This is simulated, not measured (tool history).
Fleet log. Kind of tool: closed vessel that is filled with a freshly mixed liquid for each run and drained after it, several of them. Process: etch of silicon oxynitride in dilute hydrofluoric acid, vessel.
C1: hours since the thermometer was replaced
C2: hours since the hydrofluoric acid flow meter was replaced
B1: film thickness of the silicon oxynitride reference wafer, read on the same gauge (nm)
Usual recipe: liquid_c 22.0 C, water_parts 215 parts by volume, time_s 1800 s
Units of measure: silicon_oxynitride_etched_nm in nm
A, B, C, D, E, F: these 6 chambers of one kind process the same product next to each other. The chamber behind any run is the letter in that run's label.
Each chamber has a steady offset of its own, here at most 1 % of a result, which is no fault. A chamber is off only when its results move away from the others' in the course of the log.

{"run": "1D", "day": 0.208, "liquid_c": 22.0, "water_parts": 215, "time_s": 1800, "C1": 592.0, "C2": 695.5, "B1": 99.994, "silicon_oxynitride_etched_nm": 10.257}
{"run": "2B", "day": 0.475, "liquid_c": 22.0, "water_parts": 215, "time_s": 1800, "C1": 800.8, "C2": 1868.7, "B1": 99.973, "silicon_oxynitride_etched_nm": 10.222}
{"run": "3A", "day": 0.704, "liquid_c": 22.0, "water_parts": 215, "time_s": 1800, "C1": 466.2, "C2": 186.1, "B1": 100.0, "silicon_oxynitride_etched_nm": 10.219}
{"run": "4F", "day": 1.096, "liquid_c": 22.0, "water_parts": 215, "time_s": 1800, "C1": 786.7, "C2": 551.1, "B1": 99.993, "silicon_oxynitride_etched_nm": 10.21}
{"run": "5E", "day": 1.4, "liquid_c": 20.5, "water_parts": 215, "time_s": 2535, "C1": 95.5, "C2": 436.9, "B1": 100.0, "silicon_oxynitride_etched_nm": 13.387}
{"run": "6C", "day": 1.65, "liquid_c": 20.5, "water_parts": 215, "time_s": 2535, "C1": 188.0, "C2": 215.3, "B1": 100.01, "silicon_oxynitride_etched_nm": 13.356}
{"run": "7B", "day": 1.996, "liquid_c": 20.5, "water_parts": 215, "time_s": 2535, "C1": 837.3, "C2": 1905.2, "B1": 99.996, "silicon_oxynitride_etched_nm": 13.285}
{"run": "8C", "day": 2.325, "liquid_c": 20.5, "water_parts": 215, "time_s": 2535, "C1": 204.2, "C2": 231.5, "B1": 99.995, "silicon_oxynitride_etched_nm": 13.403}
{"run": "9F", "day": 2.696, "liquid_c": 20.5, "water_parts": 215, "time_s": 2535, "C1": 825.1, "C2": 589.5, "B1": 100.02, "silicon_oxynitride_etched_nm": 13.482}
{"run": "10D", "day": 2.917, "liquid_c": 20.5, "water_parts": 215, "time_s": 2535, "C1": 657.0, "C2": 760.5, "B1": 99.995, "silicon_oxynitride_etched_nm": 13.483}
{"run": "11E", "day": 3.242, "liquid_c": 22.0, "water_parts": 215, "time_s": 1800, "C1": 139.7, "C2": 481.1, "B1": 100.01, "silicon_oxynitride_etched_nm": 9.9808}
{"run": "12A", "day": 3.542, "liquid_c": 22.0, "water_parts": 215, "time_s": 1800, "C1": 534.3, "C2": 254.2, "B1": 100.02, "silicon_oxynitride_etched_nm": 10.179}
{"run": "13B", "day": 3.888, "liquid_c": 22.0, "water_parts": 215, "time_s": 1800, "C1": 882.7, "C2": 1950.6, "B1": 100.0, "silicon_oxynitride_etched_nm": 10.115}
{"run": "14C", "day": 4.196, "liquid_c": 22.0, "water_parts": 215, "time_s": 1800, "C1": 249.1, "C2": 276.4, "B1": 100.02, "silicon_oxynitride_etched_nm": 10.135}
{"run": "15D", "day": 4.496, "liquid_c": 22.0, "water_parts": 215, "time_s": 1800, "C1": 694.9, "C2": 798.4, "B1": 99.973, "silicon_oxynitride_etched_nm": 10.218}
{"run": "16A", "day": 4.917, "liquid_c": 22.0, "water_parts": 215, "time_s": 1800, "C1": 567.3, "C2": 287.2, "B1": 99.999, "silicon_oxynitride_etched_nm": 9.7951}
{"run": "17F", "day": 5.3, "liquid_c": 22.0, "water_parts": 320, "time_s": 1215, "C1": 887.6, "C2": 652.0, "B1": 100.03, "silicon_oxynitride_etched_nm": 4.3039}
{"run": "18E", "day": 5.504, "liquid_c": 22.0, "water_parts": 320, "time_s": 1215, "C1": 194.0, "C2": 535.4, "B1": 99.989, "silicon_oxynitride_etched_nm": 4.2879}
{"day": 5.662, "done": "chamber B: thermometer replaced"}
{"run": "19F", "day": 5.829, "liquid_c": 22.0, "water_parts": 320, "time_s": 1215, "C1": 900.3, "C2": 664.7, "B1": 99.961, "silicon_oxynitride_etched_nm": 4.2209}
{"run": "20D", "day": 6.062, "liquid_c": 22.0, "water_parts": 320, "time_s": 1215, "C1": 732.5, "C2": 836.0, "B1": 100.02, "silicon_oxynitride_etched_nm": 4.4364}
{"run": "21C", "day": 6.392, "liquid_c": 22.0, "water_parts": 320, "time_s": 1215, "C1": 301.8, "C2": 329.1, "B1": 99.999, "silicon_oxynitride_etched_nm": 4.2638}
{"run": "22B", "day": 6.733, "liquid_c": 22.0, "water_parts": 320, "time_s": 1215, "C1": 25.8, "C2": 2018.9, "B1": 99.976, "silicon_oxynitride_etched_nm": 4.2488}
{"run": "23A", "day": 7.008, "liquid_c": 22.0, "water_parts": 215, "time_s": 1800, "C1": 617.5, "C2": 337.4, "B1": 99.999, "silicon_oxynitride_etched_nm": 10.086}
{"run": "24E", "day": 7.375, "liquid_c": 22.0, "water_parts": 215, "time_s": 1800, "C1": 238.9, "C2": 580.3, "B1": 100.01, "silicon_oxynitride_etched_nm": 10.218}
{"day": 7.517, "done": "chamber A: thermometer replaced"}
{"run": "25A", "day": 7.762, "liquid_c": 22.0, "water_parts": 215, "time_s": 1800, "C1": 6.0, "C2": 355.5, "B1": 100.04, "silicon_oxynitride_etched_nm": 9.9354}
{"run": "26E", "day": 8.05, "liquid_c": 22.0, "water_parts": 215, "time_s": 1800, "C1": 255.1, "C2": 596.5, "B1": 100.02, "silicon_oxynitride_etched_nm": 10.177}
{"run": "27B", "day": 8.258, "liquid_c": 24.5, "water_parts": 215, "time_s": 880, "C1": 62.4, "C2": 2055.5, "B1": 100.01, "silicon_oxynitride_etched_nm": 5.5402}
{"run": "28F", "day": 8.671, "liquid_c": 24.5, "water_parts": 215, "time_s": 880, "C1": 968.5, "C2": 732.9, "B1": 100.02, "silicon_oxynitride_etched_nm": 5.3355}
{"day": 8.792, "done": "chamber E: hydrofluoric acid flow meter replaced"}
{"day": 8.879, "done": "chamber B: hydrofluoric acid flow meter replaced"}
{"run": "29C", "day": 8.983, "liquid_c": 24.5, "water_parts": 215, "time_s": 880, "C1": 364.0, "C2": 391.3, "B1": 100.0, "silicon_oxynitride_etched_nm": 5.4286}
{"run": "30D", "day": 9.412, "liquid_c": 24.5, "water_parts": 215, "time_s": 880, "C1": 812.9, "C2": 916.4, "B1": 100.0, "silicon_oxynitride_etched_nm": 5.5195}
{"run": "31F", "day": 9.708, "liquid_c": 24.5, "water_parts": 215, "time_s": 880, "C1": 993.4, "C2": 757.8, "B1": 100.02, "silicon_oxynitride_etched_nm": 5.2086}
{"run": "32B", "day": 10.075, "liquid_c": 24.5, "water_parts": 215, "time_s": 880, "C1": 106.0, "C2": 28.7, "B1": 100.02, "silicon_oxynitride_etched_nm": 5.4755}
{"run": "33C", "day": 10.283, "liquid_c": 22.0, "water_parts": 215, "time_s": 1800, "C1": 395.2, "C2": 422.5, "B1": 99.968, "silicon_oxynitride_etched_nm": 10.269}
{"run": "34E", "day": 10.525, "liquid_c": 22.0, "water_parts": 215, "time_s": 1800, "C1": 314.5, "C2": 41.7, "B1": 100.01, "silicon_oxynitride_etched_nm": 10.196}
{"run": "35A", "day": 10.829, "liquid_c": 22.0, "water_parts": 215, "time_s": 1800, "C1": 79.6, "C2": 429.1, "B1": 100.01, "silicon_oxynitride_etched_nm": 10.057}
{"run": "36D", "day": 11.125, "liquid_c": 22.0, "water_parts": 215, "time_s": 1800, "C1": 854.0, "C2": 957.5, "B1": 99.982, "silicon_oxynitride_etched_nm": 10.147}
{"run": "37E", "day": 11.383, "liquid_c": 22.0, "water_parts": 215, "time_s": 1800, "C1": 335.1, "C2": 62.3, "B1": 99.994, "silicon_oxynitride_etched_nm": 10.105}
{"run": "38B", "day": 11.583, "liquid_c": 22.0, "water_parts": 215, "time_s": 1800, "C1": 142.2, "C2": 64.9, "B1": 100.03, "silicon_oxynitride_etched_nm": 10.02}
{"run": "39A", "day": 11.842, "liquid_c": 22.0, "water_parts": 215, "time_s": 1800, "C1": 103.9, "C2": 453.4, "B1": 99.987, "silicon_oxynitride_etched_nm": 10.183}
{"run": "40F", "day": 12.296, "liquid_c": 22.0, "water_parts": 215, "time_s": 1800, "C1": 1055.5, "C2": 819.9, "B1": 100.01, "silicon_oxynitride_etched_nm": 9.1088}
{"run": "41C", "day": 12.742, "liquid_c": 19.5, "water_parts": 215, "time_s": 1800, "C1": 454.2, "C2": 481.5, "B1": 100.01, "silicon_oxynitride_etched_nm": 9.0764}
{"run": "42D", "day": 13.129, "liquid_c": 19.5, "water_parts": 215, "time_s": 1800, "C1": 902.1, "C2": 1005.6, "B1": 99.963, "silicon_oxynitride_etched_nm": 9.02}
{"run": "43F", "day": 13.371, "liquid_c": 19.5, "water_parts": 215, "time_s": 1800, "C1": 1081.3, "C2": 845.7, "B1": 100.01, "silicon_oxynitride_etched_nm": 8.0799}

What goes on in this fleet: one chamber off, a drifting gauge, or nothing beyond the chambers' own small offsets? Name the chamber and the cause, if any.

It is chamber F that slowly wanders off from its peers.
Most likely cause: hydrofluoric acid flow below the setpoint (%) = 10.2.
The log may not tell that from: liquid colder than its thermometer reads (K).

Below are 4 candidate recipes for chamber F's next run, each the usual settings with a change, their results shown as question marks. Which of them brings F's results back in line with what the other chambers give on the usual settings?
Counts as in line when no further than this from what the other chambers average on the usual settings: silicon_oxynitride_etched_nm 0.3000 nm
{"run": "44F-1", "day": 13.696, "liquid_c": 22.0, "water_parts": 215, "time_s": 2020, "silicon_oxynitride_etched_nm": "?"}
{"run": "44F-2", "day": 13.696, "liquid_c": 21.5, "water_parts": 215, "time_s": 1630, "silicon_oxynitride_etched_nm": "?"}
{"run": "44F-3", "day": 13.696, "liquid_c": 21.5, "water_parts": 235, "time_s": 1585, "silicon_oxynitride_etched_nm": "?"}
{"run": "44F-4", "day": 13.696, "liquid_c": 28.0, "water_parts": 215, "time_s": 1800, "silicon_oxynitride_etched_nm": "?"}

On the usual settings, the other chambers give on average: silicon_oxynitride_etched_nm 10.1160 nm
run=44F-1 silicon_oxynitride_etched_nm=10.0490
run=44F-2 silicon_oxynitride_etched_nm=7.9257
run=44F-3 silicon_oxynitride_etched_nm=6.9487
run=44F-4 silicon_oxynitride_etched_nm=11.6160
With 44F-1, the chamber falls back in line with the rest.
